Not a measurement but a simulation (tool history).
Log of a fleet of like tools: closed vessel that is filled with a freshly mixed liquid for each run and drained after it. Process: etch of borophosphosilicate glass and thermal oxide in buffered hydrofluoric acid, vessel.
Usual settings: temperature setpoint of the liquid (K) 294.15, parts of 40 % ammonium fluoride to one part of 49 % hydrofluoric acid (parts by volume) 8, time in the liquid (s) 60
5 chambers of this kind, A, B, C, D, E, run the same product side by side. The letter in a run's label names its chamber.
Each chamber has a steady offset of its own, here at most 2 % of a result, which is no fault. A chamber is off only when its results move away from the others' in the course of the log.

run     day  temperature setpoint of the liquid (K)  parts of 40 % ammonium fluoride to one part of 49 % hydrofluoric acid (parts by volume)  time in the liquid (s)  hours since the thermometer was replaced  hours since the hydrofluoric acid flow meter was replaced  read-back film thickness of the borophosphosilicate glass reference wafer, read on the same gauge (nm)  read-back film thickness of the thermal oxide reference wafer, read on the same gauge (nm)  thickness taken off the borophosphosilicate glass on a monitor wafer (nm)  thickness taken off the thermal oxide on a monitor wafer (nm)
 1D   0.433                                  294.15                                                                                        8                      60                                     776.9                                                      158.5                                                                                                     120                                                                                      119.98                                                                     77.812                                                         71.337
 2B   0.667                                  294.15                                                                                        8                      60                                    1471.9                                                     1017.3                                                                                                  120.02                                                                                      119.99                                                                     76.927                                                         70.143
 3A   0.992                                  294.15                                                                                        8                      60                                     749.4                                                      338.9                                                                                                     120                                                                                      120.01                                                                     77.509                                                         72.379
 4C   1.404                                  294.15                                                                                        8                      60                                     204.8                                                      182.1                                                                                                  120.02                                                                                      119.99                                                                     76.672                                                         69.904
 5E   1.754                                  294.15                                                                                        8                      60                                      72.3                                                      393.1                                                                                                  119.98                                                                                      120.01                                                                     76.948                                                         71.007
 6A   2.008                                  294.15                                                                                        8                      60                                     773.8                                                      363.3                                                                                                  119.99                                                                                         120                                                                     77.805                                                         72.808
 7B   2.275                                  294.15                                                                                        8                      60                                    1510.5                                                     1055.9                                                                                                  120.03                                                                                      120.05                                                                     77.267                                                         70.941
 8D   2.696                                  294.15                                                                                        8                      60                                     831.2                                                      212.8                                                                                                  120.01                                                                                         120                                                                     77.453                                                         71.983
 9E   3.129                                  294.15                                                                                        8                      60                                     105.3                                                      426.1                                                                                                  119.99                                                                                      120.02                                                                      76.93                                                         70.259
10C   3.462                                  294.15                                                                                        8                      60                                     254.2                                                      231.5                                                                                                     120                                                                                      120.01                                                                     77.148                                                         70.325
11C   3.833                                  294.15                                                                                        8                      60                                     263.1                                                      240.4                                                                                                     120                                                                                      120.01                                                                     76.637                                                         70.639
12A   4.071                                  294.15                                                                                        8                      60                                     823.3                                                      412.8                                                                                                  120.03                                                                                      120.02                                                                     77.549                                                         72.378
13E   4.442                                  298.15                                                                                      9.5                      60                                     136.8                                                      457.6                                                                                                     120                                                                                      119.97                                                                     80.586                                                         74.734
14B   4.746                                  298.15                                                                                      9.5                      60                                    1569.8                                                     1115.2                                                                                                     120                                                                                      120.03                                                                     81.416                                                         75.948
15D   4.992                                  298.15                                                                                      9.5                      60                                     886.3                                                      267.9                                                                                                     120                                                                                      120.01                                                                     81.579                                                         76.335
16A   5.229                                  298.15                                                                                      9.5                      60                                     851.1                                                      440.6                                                                                                  120.01                                                                                      119.99                                                                     82.175                                                         77.288
17E   5.662                                  298.15                                                                                      9.5                      60                                     166.1                                                      486.9                                                                                                  120.02                                                                                      120.04                                                                     80.542                                                         75.439
18B   6.029                                  294.15                                                                                        8                      60                                    1600.6                                                       1146                                                                                                     120                                                                                      120.02                                                                     77.063                                                         70.151
19D   6.271                                  294.15                                                                                        6                      35                                       917                                                      298.6                                                                                                  119.99                                                                                      120.01                                                                     60.578                                                         55.084
20C   6.688                                  294.15                                                                                        6                      35                                     331.6                                                      308.9                                                                                                  119.98                                                                                      120.03                                                                     59.502                                                         54.437
21D     7.1                                  294.15                                                                                        6                      35                                     936.9                                                      318.5                                                                                                  120.03                                                                                      119.98                                                                      60.04                                                         55.236
22B   7.367                                  294.15                                                                                        6                      35                                    1632.7                                                     1178.1                                                                                                     120                                                                                      120.01                                                                     59.772                                                         54.555
23A   7.833                                  294.15                                                                                        6                      35                                     913.6                                                      503.1                                                                                                  120.01                                                                                      119.96                                                                     59.506                                                         56.043
24E   8.167                                  294.15                                                                                        8                      60                                     226.2                                                        547                                                                                                  120.02                                                                                      120.01                                                                     76.857                                                         70.591
25C   8.546                                  294.15                                                                                        8                      60                                     376.2                                                      353.5                                                                                                     120                                                                                      120.01                                                                     76.555                                                         70.085
26C   8.875                                  294.15                                                                                        8                      60                                     384.1                                                      361.4                                                                                                     120                                                                                      119.98                                                                     76.754                                                          70.65
27E   9.088                                  294.15                                                                                        8                      60                                     248.3                                                      569.1                                                                                                  119.99                                                                                      119.98                                                                     76.936                                                         71.013
28D   9.342                                  294.15                                                                                        8                      60                                     990.7                                                      372.3                                                                                                  119.98                                                                                      120.02                                                                     77.527                                                         71.935
29A   9.775                                  294.15                                                                                        8                      60                                     960.2                                                      549.7                                                                                                     120                                                                                      119.97                                                                     77.107                                                         74.047
30B  10.129                                  294.15                                                                                      5.5                      60                                      1699                                                     1244.4                                                                                                  120.01                                                                                      120.05                                                                     109.45                                                         99.773
31E  10.408                                  294.15                                                                                      5.5                      60                                       280                                                      600.8                                                                                                  120.02                                                                                      120.01                                                                     110.04                                                         102.79
32B  10.662                                  294.15                                                                                      5.5                      60                                    1711.8                                                     1257.2                                                                                                  119.99                                                                                      120.04                                                                     110.23                                                         100.11
33C  10.904                                  294.15                                                                                      5.5                      60                                     432.8                                                      410.1                                                                                                  119.99                                                                                      120.08                                                                     109.64                                                         100.58
34D  11.358                                  294.15                                                                                      5.5                      60                                    1039.1                                                      420.7                                                                                                  120.01                                                                                      119.97                                                                     111.17                                                         101.15
35A  11.642                                  294.15                                                                                        8                      60                                      1005                                                      594.5                                                                                                  120.02                                                                                      120.03                                                                     77.576                                                         73.084
36C   11.95                                  294.15                                                                                        8                      60                                     457.9                                                      435.2                                                                                                  119.99                                                                                      120.04                                                                     76.831                                                         70.159
37A  12.288                                  294.15                                                                                        8                      60                                    1020.5                                                        610                                                                                                     120                                                                                      119.99                                                                     77.395                                                          71.41

Is one chamber off against the others, does the gauge drift, or is nothing wrong? If a chamber is off, say which, and what the likeliest cause is.

No chamber stands off beyond its own small offset, and the gauge holds steady.

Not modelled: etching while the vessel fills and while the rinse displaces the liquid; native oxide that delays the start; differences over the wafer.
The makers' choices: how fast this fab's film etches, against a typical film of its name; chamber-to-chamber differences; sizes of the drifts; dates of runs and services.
